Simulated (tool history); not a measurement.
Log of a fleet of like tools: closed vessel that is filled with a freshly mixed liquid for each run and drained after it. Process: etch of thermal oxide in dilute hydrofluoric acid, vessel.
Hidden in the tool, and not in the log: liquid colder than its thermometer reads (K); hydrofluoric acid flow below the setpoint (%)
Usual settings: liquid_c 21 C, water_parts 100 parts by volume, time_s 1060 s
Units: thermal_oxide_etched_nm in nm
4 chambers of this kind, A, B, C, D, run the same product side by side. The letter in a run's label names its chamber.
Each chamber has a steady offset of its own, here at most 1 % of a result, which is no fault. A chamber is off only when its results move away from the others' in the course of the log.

run	hour	liquid_c	water_parts	time_s	hours since the thermometer was replaced	hours since the hydrofluoric acid flow meter was replaced	read-back film thickness of the thermal oxide reference wafer, read on the same gauge (nm)	thermal_oxide_etched_nm
1D	4.1	21	100	1060	1424.1	79.3	80.001	44.063
2B	7.9	21	100	1060	592.9	1341.6	79.989	43.697
3A	11.7	21	100	1060	181.0	399.3	79.993	44.372
4C	13.9	21	100	1060	555.4	765.4	79.997	43.774
5D	16.9	21	100	1060	1436.9	92.1	80.019	44.289
6A	20.0	21	100	1460	189.3	407.6	80.004	61.043
7B	24.0	21	100	1460	609.0	1357.7	79.994	60.062
8C	27.0	21	100	1460	568.5	778.5	79.999	61.200
9B	29.8	21	100	1460	614.8	1363.5	80.016	60.443
10C	31.8	21	100	1060	573.3	783.3	80.001	43.735
11A	33.8	21	135	1060	203.1	421.4	79.998	31.451
12D	36.0	21	135	1060	1456.0	111.2	79.987	31.158
13C	38.3	21	135	1060	579.8	789.8	80.009	31.308
14D	40.8	21	135	1060	1460.8	116.0	80.004	31.031
15A	43.6	21	100	1060	212.9	431.2	80.012	44.118
16B	47.4	21	100	1060	632.4	1381.1	79.998	43.954
17B	50.2	21	100	1060	635.2	1383.9	79.997	43.883
18C	52.5	21	100	1060	594.0	804.0	79.998	44.159
19A	56.0	21	100	1060	225.3	443.6	80.013	44.358
20D	60.0	21	100	1060	1480.0	135.2	79.987	43.344
21A	63.9	21	100	1060	233.2	451.5	80.000	43.979
22C	66.8	21	100	1060	608.3	818.3	80.007	44.329
23B	70.6	21	100	1060	655.6	1404.3	79.990	43.756
24D	72.8	21	100	1060	1492.8	148.0	80.003	43.286
25B	75.3	21	100	1060	660.3	1409.0	80.016	43.898
26D	77.3	21	100	1060	1497.3	152.5	80.009	42.852
27A	80.2	21	100	1060	249.5	467.8	80.022	43.912
28C	82.2	21	150	595	623.7	833.7	80.000	15.692
29A	84.2	21	150	595	253.5	471.8	80.013	15.351
30D	87.9	21	150	595	1507.9	163.1	80.005	15.167
31B	90.5	21	150	595	675.5	1424.2	80.004	15.601
32C	93.6	21	100	1060	635.1	845.1	80.001	44.071
33C	96.8	21	100	1060	638.3	848.3	80.003	44.093
34B	99.9	21	100	1060	684.9	1433.6	79.998	44.165
35A	103.0	21	100	1060	272.3	490.6	79.996	44.154
36D	107.2	21	100	1060	1527.2	182.4	79.991	42.561
37C	109.4	21	100	1060	650.9	860.9	79.993	44.641

What goes on in this fleet: one chamber off, a drifting gauge, or nothing beyond the chambers' own small offsets? Name the chamber and the cause, if any.

Chamber D drifts away from the others.
Cause: liquid colder than its thermometer reads (K) = 1.25.
The log may not tell that from: hydrofluoric acid flow below the setpoint (%).

Here are 4 candidates for chamber D's next run, each the usual settings with a change, their results left as question marks. Which one brings its results back in line with what the others give on the usual settings?
In line means no further than this from the other chambers' mean on the usual settings: thermal_oxide_etched_nm 0.790 nm
38D-1	112.5	21	100	1020				?
38D-2	112.5	21	95	1095				?
38D-3	112.5	21	105	1025				?
38D-4	112.5	22	100	1060				?

The other chambers' mean on the usual settings: thermal_oxide_etched_nm 44.015 nm
run	thermal_oxide_etched_nm
38D-1	40.506
38D-2	45.989
38D-3	38.587
38D-4	43.837
38D-4 brings the chamber back in line.
